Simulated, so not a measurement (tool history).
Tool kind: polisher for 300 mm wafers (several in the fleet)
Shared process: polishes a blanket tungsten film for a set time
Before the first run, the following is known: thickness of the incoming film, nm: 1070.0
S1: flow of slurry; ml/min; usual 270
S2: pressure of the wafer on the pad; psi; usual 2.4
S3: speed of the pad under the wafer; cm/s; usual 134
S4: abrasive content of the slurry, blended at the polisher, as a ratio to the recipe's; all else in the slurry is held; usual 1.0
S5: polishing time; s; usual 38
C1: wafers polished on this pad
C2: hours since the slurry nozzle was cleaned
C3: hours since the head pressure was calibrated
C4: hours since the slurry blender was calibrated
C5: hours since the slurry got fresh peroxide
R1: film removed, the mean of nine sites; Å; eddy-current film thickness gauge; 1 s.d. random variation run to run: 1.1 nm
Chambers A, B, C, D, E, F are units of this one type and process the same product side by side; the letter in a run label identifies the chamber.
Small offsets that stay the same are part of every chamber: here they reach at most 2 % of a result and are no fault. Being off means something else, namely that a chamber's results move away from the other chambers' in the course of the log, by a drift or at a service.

run	hour	S1	S2	S3	S4	S5	C1	C2	C3	C4	C5	R1
# hour 1.4: chamber A: slurry tank refilled with fresh slurry and peroxide
1B	10.3	270	2.4	134	1.0	38	383	453.0	18.5	53.5	87.4	1799.3
# hour 18.3: chamber B: slurry tank refilled with fresh slurry and peroxide
2D	21.3	270	2.4	134	1.0	38	327	536.4	147.2	120.8	50.9	1752.8
# hour 25.9: chamber E: slurry tank refilled with fresh slurry and peroxide
# hour 30.3: chamber F: slurry tank refilled with fresh slurry and peroxide
# hour 32.9: chamber C: slurry blender recalibrated
3C	35.3	270	2.4	134	1.0	38	587	484.9	701.5	2.4	44.7	1745.8
4E	42.0	270	2.4	134	1.0	38	1223	542.1	974.7	73.4	16.1	1756.5
5A	52.5	270	2.4	134	1.0	38	972	370.2	221.3	136.2	51.2	1746.0
# hour 61.8: chamber F: slurry nozzle cleaned
6F	63.2	270	2.4	134	1.0	38	531	1.4	992.1	218.3	32.9	1763.6
# hour 63.4: chamber A: slurry nozzle cleaned
# hour 65.1: chamber E: worn pad replaced by a new one
# hour 67.6: chamber A: worn pad replaced by a new one
# hour 68.2: chamber B: worn pad replaced by a new one
# hour 69.5: chamber F: worn pad replaced by a new one
# hour 72.0: chamber C: slurry tank refilled with fresh slurry and peroxide
7F	76.1	270	2.4	102	1.0	38	51	14.3	1005.0	231.2	45.8	1344.4
# hour 83.5: chamber A: slurry tank refilled with fresh slurry and peroxide
# hour 84.3: chamber A: slurry blender recalibrated
8A	90.5	270	2.4	102	1.0	38	178	27.2	259.3	6.3	7.1	1334.2
# hour 98.9: chamber B: slurry tank refilled with fresh slurry and peroxide
9E	103.8	270	2.4	102	1.0	38	301	603.9	1036.5	135.2	77.9	1323.5
10C	111.5	270	2.4	102	1.0	38	1181	561.1	777.7	78.6	39.6	1334.5
# hour 115.3: chamber E: slurry tank refilled with fresh slurry and peroxide
# hour 120.4: chamber F: slurry blender recalibrated
11B	123.9	270	2.4	102	1.0	38	434	566.6	132.1	167.1	25.0	1367.1
12D	139.3	270	2.4	102	1.0	38	1246	654.4	265.2	238.8	168.9	1327.9
# hour 144.2: chamber F: worn pad replaced by a new one
# hour 147.6: chamber C: slurry tank refilled with fresh slurry and peroxide
13B	154.1	270	2.4	134	1.0	38	669	596.8	162.3	197.3	55.2	1805.2
# hour 155.3: chamber C: worn pad replaced by a new one
14C	162.1	270	2.4	134	1.0	38	53	611.7	828.3	129.2	14.6	1758.6
# hour 162.8: chamber E: slurry blender recalibrated
# hour 163.3: chamber A: slurry tank refilled with fresh slurry and peroxide
# hour 163.9: chamber D: slurry tank refilled with fresh slurry and peroxide
15E	175.0	270	2.4	134	1.0	38	856	675.1	1107.7	12.2	59.7	1754.7
# hour 182.1: chamber B: slurry tank refilled with fresh slurry and peroxide
# hour 182.7: chamber D: head pressure recalibrated
# hour 184.3: chamber B: worn pad replaced by a new one
# hour 188.8: chamber A: worn pad replaced by a new one
# hour 188.9: chamber F: slurry tank refilled with fresh slurry and peroxide
16D	189.3	315	2.4	134	0.9	38	1635	704.4	6.6	288.8	25.5	1695.8
# hour 190.8: chamber D: slurry blender recalibrated
# hour 192.6: chamber C: head pressure recalibrated
17A	199.6	315	2.4	134	0.9	38	84	136.3	368.4	115.4	36.4	1737.3
# hour 203.1: chamber E: slurry tank refilled with fresh slurry and peroxide
18F	206.5	315	2.4	134	0.9	38	485	144.7	1135.4	86.2	17.7	1739.4
# hour 216.3: chamber E: slurry nozzle cleaned
19B	219.6	315	2.4	134	0.9	38	275	662.3	227.8	262.8	37.6	1778.4
# hour 225.7: chamber B: slurry nozzle cleaned
20D	229.1	315	2.4	134	0.9	38	1945	744.2	46.4	38.4	65.3	1703.1
# hour 229.7: chamber F: worn pad replaced by a new one
# hour 234.7: chamber C: slurry tank refilled with fresh slurry and peroxide
# hour 238.3: chamber A: slurry tank refilled with fresh slurry and peroxide
# hour 241.6: chamber A: slurry blender recalibrated
21E	242.8	315	2.4	134	0.9	38	1384	26.5	1175.5	80.0	39.7	1747.2
# hour 245.9: chamber E: worn pad replaced by a new one
22F	255.0	305	2.4	134	1.2	38	197	193.2	1183.9	134.7	66.2	1877.2
23C	264.1	305	2.4	134	1.2	38	848	713.7	71.5	231.2	29.5	1846.8
24A	273.4	305	2.4	134	1.2	38	659	210.1	442.2	31.9	35.1	1829.8
# hour 276.7: chamber B: slurry tank refilled with fresh slurry and peroxide
# hour 280.5: chamber E: slurry tank refilled with fresh slurry and peroxide
# hour 286.6: chamber F: head pressure recalibrated
25A	288.5	305	2.4	134	1.2	38	777	225.2	457.3	47.0	50.2	1839.4
26B	295.7	305	2.4	134	1.2	38	868	70.0	303.9	338.9	19.1	1879.1
# hour 297.4: chamber A: worn pad replaced by a new one
# hour 304.8: chamber D: slurry nozzle cleaned
# hour 307.1: chamber E: head pressure recalibrated
# hour 308.3: chamber B: worn pad replaced by a new one
27D	309.0	305	2.4	134	1.2	38	2568	4.3	126.3	118.3	145.2	1792.5
# hour 313.8: chamber A: slurry tank refilled with fresh slurry and peroxide
28F	316.8	270	2.4	134	1.0	38	679	255.0	30.3	196.5	128.0	1748.4
# hour 323.4: chamber C: slurry tank refilled with fresh slurry and peroxide
# hour 326.9: chamber F: worn pad replaced by a new one
# hour 330.3: chamber E: slurry blender recalibrated
29C	330.6	270	2.4	134	1.0	38	1366	780.2	138.0	297.7	7.2	1745.9
# hour 331.4: chamber C: slurry nozzle cleaned
# hour 332.3: chamber D: slurry tank refilled with fresh slurry and peroxide
30E	340.5	270	2.4	134	1.0	38	737	124.2	33.4	10.3	60.1	1759.9
# hour 345.4: chamber C: worn pad replaced by a new one
# hour 347.0: chamber C: slurry blender recalibrated
31B	351.7	270	2.4	134	1.0	38	338	126.0	359.9	394.9	75.1	1797.2
32A	365.1	270	2.4	134	1.0	38	527	301.8	533.9	123.6	51.4	1760.1
33E	375.4	270	2.4	134	1.0	38	1009	159.1	68.3	45.2	95.0	1766.1
# hour 386.9: chamber F: slurry tank refilled with fresh slurry and peroxide
34F	388.0	270	2.4	134	1.0	38	476	326.2	101.5	267.7	1.1	1764.3
35C	395.3	270	2.4	134	1.0	38	389	64.0	202.7	48.4	71.9	1760.1
# hour 395.5: chamber F: slurry blender recalibrated
36D	410.0	270	2.4	134	1.0	38	3354	105.3	227.3	219.3	77.7	1668.1
# hour 413.6: chamber F: slurry nozzle cleaned
# hour 414.4: chamber F: worn pad replaced by a new one
# hour 418.0: chamber C: slurry tank refilled with fresh slurry and peroxide
37C	422.6	270	2.4	134	1.0	38	601	91.3	230.0	75.7	4.6	1737.0
38F	435.6	270	2.4	134	1.0	38	165	22.1	149.1	40.2	48.7	1760.6

Predict what each chamber gives when all 6 of them run the settings below next.
39A	446.7	270	2.4	134	1.0	30						?
39B	446.7	270	2.4	134	1.0	30						?
39C	446.7	270	2.4	134	1.0	30						?
39D	446.7	270	2.4	134	1.0	30						?
39E	446.7	270	2.4	134	1.0	30						?
39F	446.7	270	2.4	134	1.0	30						?

run	R1
39A	1386.7
39B	1424.1
39C	1388.9
39D	1313.6
39E	1398.6
39F	1393.8

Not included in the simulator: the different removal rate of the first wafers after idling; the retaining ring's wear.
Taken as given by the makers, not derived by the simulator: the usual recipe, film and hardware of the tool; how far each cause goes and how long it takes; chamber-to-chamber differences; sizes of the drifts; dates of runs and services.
